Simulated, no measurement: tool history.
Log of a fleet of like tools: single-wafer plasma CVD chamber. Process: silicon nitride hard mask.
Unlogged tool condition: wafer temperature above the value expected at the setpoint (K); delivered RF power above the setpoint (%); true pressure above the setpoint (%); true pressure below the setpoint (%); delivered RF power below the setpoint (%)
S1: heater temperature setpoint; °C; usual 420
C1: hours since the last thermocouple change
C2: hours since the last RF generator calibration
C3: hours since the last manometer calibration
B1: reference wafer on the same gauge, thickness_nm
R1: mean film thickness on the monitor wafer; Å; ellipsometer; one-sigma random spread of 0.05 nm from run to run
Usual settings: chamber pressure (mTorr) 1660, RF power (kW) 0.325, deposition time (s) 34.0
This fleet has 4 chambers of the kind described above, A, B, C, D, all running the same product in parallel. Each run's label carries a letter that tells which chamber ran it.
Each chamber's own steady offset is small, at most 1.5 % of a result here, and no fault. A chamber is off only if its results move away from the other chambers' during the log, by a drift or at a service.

Run 1C, hour 3.8: usual settings; C1 1342.2; C2 1073.5; C3 1129.7; B1 43.187. Result: R1 417.39 Å.
Run 2A, hour 11.8: usual settings; C1 2073.9; C2 1372.5; C3 154.2; B1 43.224. Result: R1 414.91 Å.
Run 3D, hour 19.8: usual settings; C1 491.4; C2 600.9; C3 1218.5; B1 43.223. Result: R1 409.14 Å.
Run 4B, hour 27.3: usual settings; C1 2942.7; C2 955.9; C3 1359.6; B1 43.226. Result: R1 412.42 Å.
Run 5C, hour 34.6: usual settings; C1 1373.0; C2 1104.3; C3 1160.5; B1 43.231. Result: R1 418.51 Å.
Run 6A, hour 42.3: usual settings; C1 2104.4; C2 1403.0; C3 184.7; B1 43.223. Result: R1 414.30 Å.
Run 7B, hour 47.7: usual settings; C1 2963.1; C2 976.3; C3 1380.0; B1 43.224. Result: R1 413.33 Å.
Run 8D, hour 56.5: usual settings; C1 528.1; C2 637.6; C3 1255.2; B1 43.252. Result: R1 409.83 Å.
Run 9C, hour 62.6: usual settings; C1 1401.0; C2 1132.3; C3 1188.5; B1 43.265. Result: R1 417.98 Å.
Run 10A, hour 67.0: usual settings but chamber pressure (mTorr) 1980; C1 2129.1; C2 1427.7; C3 209.4; B1 43.244. Result: R1 434.07 Å.
Run 11B, hour 73.0: usual settings but chamber pressure (mTorr) 1980; C1 2988.4; C2 1001.6; C3 1405.3; B1 43.261. Result: R1 433.43 Å.
Run 12D, hour 80.7: usual settings but chamber pressure (mTorr) 1980; C1 552.3; C2 661.8; C3 1279.4; B1 43.276. Result: R1 429.00 Å.
Run 13A, hour 85.0: usual settings but chamber pressure (mTorr) 1980; C1 2147.1; C2 1445.7; C3 227.4; B1 43.262. Result: R1 434.86 Å.
Run 14C, hour 93.7: usual settings but S1 426 °C, RF power (kW) 0.290; C1 1432.1; C2 1163.4; C3 1219.6; B1 43.266. Result: R1 386.93 Å.
Run 15B, hour 98.7: usual settings but S1 426 °C, RF power (kW) 0.290; C1 3014.1; C2 1027.3; C3 1431.0; B1 43.274. Result: R1 382.09 Å.
Run 16D, hour 104.8: usual settings but S1 426 °C, RF power (kW) 0.290; C1 576.4; C2 685.9; C3 1303.5; B1 43.274. Result: R1 378.79 Å.
Run 17C, hour 112.4: usual settings but S1 426 °C, RF power (kW) 0.290; C1 1450.8; C2 1182.1; C3 1238.3; B1 43.279. Result: R1 388.06 Å.
Run 18D, hour 120.3: usual settings; C1 591.9; C2 701.4; C3 1319.0; B1 43.283. Result: R1 409.79 Å.
At hour 125.6: chamber A: thermocouple changed; heater temperature recalibrated.
Run 19B, hour 128.1: usual settings; C1 3043.5; C2 1056.7; C3 1460.4; B1 43.292. Result: R1 413.01 Å.
Run 20A, hour 132.5: usual settings; C1 6.9; C2 1493.2; C3 274.9; B1 43.295. Result: R1 413.71 Å.
Run 21D, hour 140.4: usual settings; C1 612.0; C2 721.5; C3 1339.1; B1 43.306. Result: R1 409.88 Å.
Run 22B, hour 145.1: usual settings; C1 3060.5; C2 1073.7; C3 1477.4; B1 43.307. Result: R1 413.78 Å.
Run 23A, hour 149.2: usual settings; C1 23.6; C2 1509.9; C3 291.6; B1 43.307. Result: R1 414.28 Å.
Run 24C, hour 156.7: usual settings; C1 1495.1; C2 1226.4; C3 1282.6; B1 43.321. Result: R1 417.53 Å.
Run 25A, hour 163.1: usual settings; C1 37.5; C2 1523.8; C3 305.5; B1 43.317. Result: R1 414.60 Å.
Run 26B, hour 171.4: usual settings; C1 3086.8; C2 1100.0; C3 1503.7; B1 43.324. Result: R1 414.39 Å.
Run 27D, hour 178.8: usual settings; C1 650.4; C2 759.9; C3 1377.5; B1 43.314. Result: R1 411.20 Å.
Run 28C, hour 186.2: usual settings; C1 1524.6; C2 1255.9; C3 1312.1; B1 43.330. Result: R1 419.61 Å.
Run 29D, hour 194.9: usual settings but RF power (kW) 0.380, deposition time (s) 27.5; C1 666.5; C2 776.0; C3 1393.6; B1 43.336. Result: R1 366.23 Å.
Run 30C, hour 202.8: usual settings but RF power (kW) 0.380, deposition time (s) 27.5; C1 1541.2; C2 1272.5; C3 1328.7; B1 43.347. Result: R1 373.58 Å.
Run 31B, hour 208.0: usual settings but RF power (kW) 0.380, deposition time (s) 27.5; C1 3123.4; C2 1136.6; C3 1540.3; B1 43.348. Result: R1 370.01 Å.
Run 32A, hour 214.9: usual settings but RF power (kW) 0.380, deposition time (s) 27.5; C1 89.3; C2 1575.6; C3 357.3; B1 43.372. Result: R1 369.73 Å.
Run 33A, hour 219.2: usual settings; C1 93.6; C2 1579.9; C3 361.6; B1 43.364. Result: R1 414.97 Å.
Run 34C, hour 224.8: usual settings; C1 1563.2; C2 1294.5; C3 1350.7; B1 43.363. Result: R1 419.37 Å.
Run 35D, hour 233.2: usual settings; C1 704.8; C2 814.3; C3 1431.9; B1 43.383. Result: R1 411.10 Å.
At hour 235.5: chamber B: thermocouple changed; heater temperature recalibrated.
Run 36B, hour 241.7: usual settings; C1 6.3; C2 1170.3; C3 1574.0; B1 43.371. Result: R1 414.92 Å.
Run 37D, hour 247.0: usual settings; C1 718.6; C2 828.1; C3 1445.7; B1 43.386. Result: R1 410.09 Å.
Run 38B, hour 253.6: usual settings but RF power (kW) 0.355; C1 18.2; C2 1182.2; C3 1585.9; B1 43.399. Result: R1 438.40 Å.
Run 39C, hour 257.4: usual settings but RF power (kW) 0.355; C1 1595.8; C2 1327.1; C3 1383.3; B1 43.389. Result: R1 443.17 Å.
Run 40A, hour 263.2: usual settings but RF power (kW) 0.355; C1 137.6; C2 1623.9; C3 405.6; B1 43.396. Result: R1 438.69 Å.
Run 41C, hour 270.9: usual settings but RF power (kW) 0.355; C1 1609.3; C2 1340.6; C3 1396.8; B1 43.404. Result: R1 443.04 Å.
Run 42B, hour 276.2: usual settings; C1 40.8; C2 1204.8; C3 1608.5; B1 43.412. Result: R1 414.95 Å.
Run 43A, hour 281.6: usual settings; C1 156.0; C2 1642.3; C3 424.0; B1 43.414. Result: R1 416.04 Å.

What goes on in this fleet: one chamber off, a drifting gauge, or nothing beyond the chambers' own small offsets? Name the chamber and the cause, if any.

Gauge drift. The chambers move together only on paper, and none stands off.
Most likely cause: gauge reads high (%) = 0.494.
